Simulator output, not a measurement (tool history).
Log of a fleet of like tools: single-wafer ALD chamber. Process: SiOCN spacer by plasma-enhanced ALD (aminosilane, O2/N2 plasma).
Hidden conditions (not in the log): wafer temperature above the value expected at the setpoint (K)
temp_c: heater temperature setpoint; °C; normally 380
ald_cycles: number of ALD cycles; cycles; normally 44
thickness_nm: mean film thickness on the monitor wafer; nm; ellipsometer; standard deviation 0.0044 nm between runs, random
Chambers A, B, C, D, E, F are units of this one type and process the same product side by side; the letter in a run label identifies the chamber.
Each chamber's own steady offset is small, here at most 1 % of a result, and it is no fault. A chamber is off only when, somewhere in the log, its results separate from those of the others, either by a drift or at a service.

run	day	temp_c	ald_cycles	hours since the last thermocouple change	read-back reference wafer on the same gauge, thickness_nm	thickness_nm
1B	0.579	380	44	917.2	2.9104	2.6514
2D	1.188	380	44	491.3	2.9113	2.6699
3C	1.6	380	44	977.2	2.9113	2.6575
4F	1.954	380	44	1402.6	2.911	2.6778
5A	2.367	380	44	1034	2.9113	2.6695
6E	2.746	380	44	1037.1	2.9133	2.64
7D	3.338	380	44	542.9	2.9129	2.6695
8A	3.971	380	44	1072.5	2.9131	2.6699
9E	4.583	370	41	1081.2	2.915	2.4679
10C	5.129	370	41	1061.9	2.9137	2.4822
11F	5.675	370	41	1491.9	2.9151	2.4925
12B	6.062	370	41	1048.8	2.916	2.476
13C	6.567	370	41	1096.4	2.9178	2.4789
14B	6.917	370	41	1069.3	2.9154	2.4771
15F	7.533	380	44	1536.5	2.9161	2.676
16A	7.975	380	44	1168.6	2.917	2.6779
17D	8.404	380	44	664.5	2.9171	2.6778
18E	8.992	373	41	1187	2.9178	2.4661
19E	9.646	373	41	1202.7	2.9183	2.4669
20D	10.25	373	41	708.8	2.9189	2.4899
21C	10.821	373	41	1198.5	2.9186	2.4864
22B	11.283	373	41	1174.1	2.9197	2.4814
23A	11.904	373	41	1262.9	2.9206	2.5115
24F	12.579	380	44	1657.6	2.9207	2.6789
25F	13.021	375	48	1668.2	2.9217	2.9224
26B	13.554	375	48	1228.6	2.9215	2.9123
27C	13.971	375	48	1274.1	2.9218	2.9065
28E	14.542	375	48	1320.2	2.9222	2.8938
29A	15.212	375	48	1342.3	2.9225	2.9235
30D	15.558	375	48	836.2	2.9242	2.9279
# day 15.958: chamber D: thermocouple changed; heater temperature recalibrated
31C	16.179	380	44	1327.1	2.9242	2.6726
# day 16.362: chamber A: thermocouple changed; heater temperature recalibrated
32A	16.558	380	44	4.8	2.9259	2.6834
33E	17.088	380	44	1381.3	2.9253	2.6564
34B	17.5	380	44	1323.3	2.9264	2.6702
35D	17.904	380	48	46.7	2.9254	2.928
36F	18.225	380	48	1793.1	2.9258	2.9342
37E	18.708	380	48	1420.2	2.9258	2.897
38C	19.138	380	48	1398.1	2.9271	2.9142
39D	19.596	380	48	87.3	2.9269	2.9185
40B	20.175	380	48	1387.5	2.9275	2.9113
41F	20.783	393	49	1854.5	2.929	2.9915
42A	21.404	393	49	121.1	2.9305	2.9853
43A	21.796	393	49	130.5	2.9302	3.0022

Which is it: a chamber that has drifted or been left off by a service, a gauge drift common to all chambers, or only each chamber's usual small offset? If a chamber is off, name it and its likeliest cause.

Gauge drift. The chambers move together only on paper, and none stands off.
Cause: gauge reads high (%) = 0.675.

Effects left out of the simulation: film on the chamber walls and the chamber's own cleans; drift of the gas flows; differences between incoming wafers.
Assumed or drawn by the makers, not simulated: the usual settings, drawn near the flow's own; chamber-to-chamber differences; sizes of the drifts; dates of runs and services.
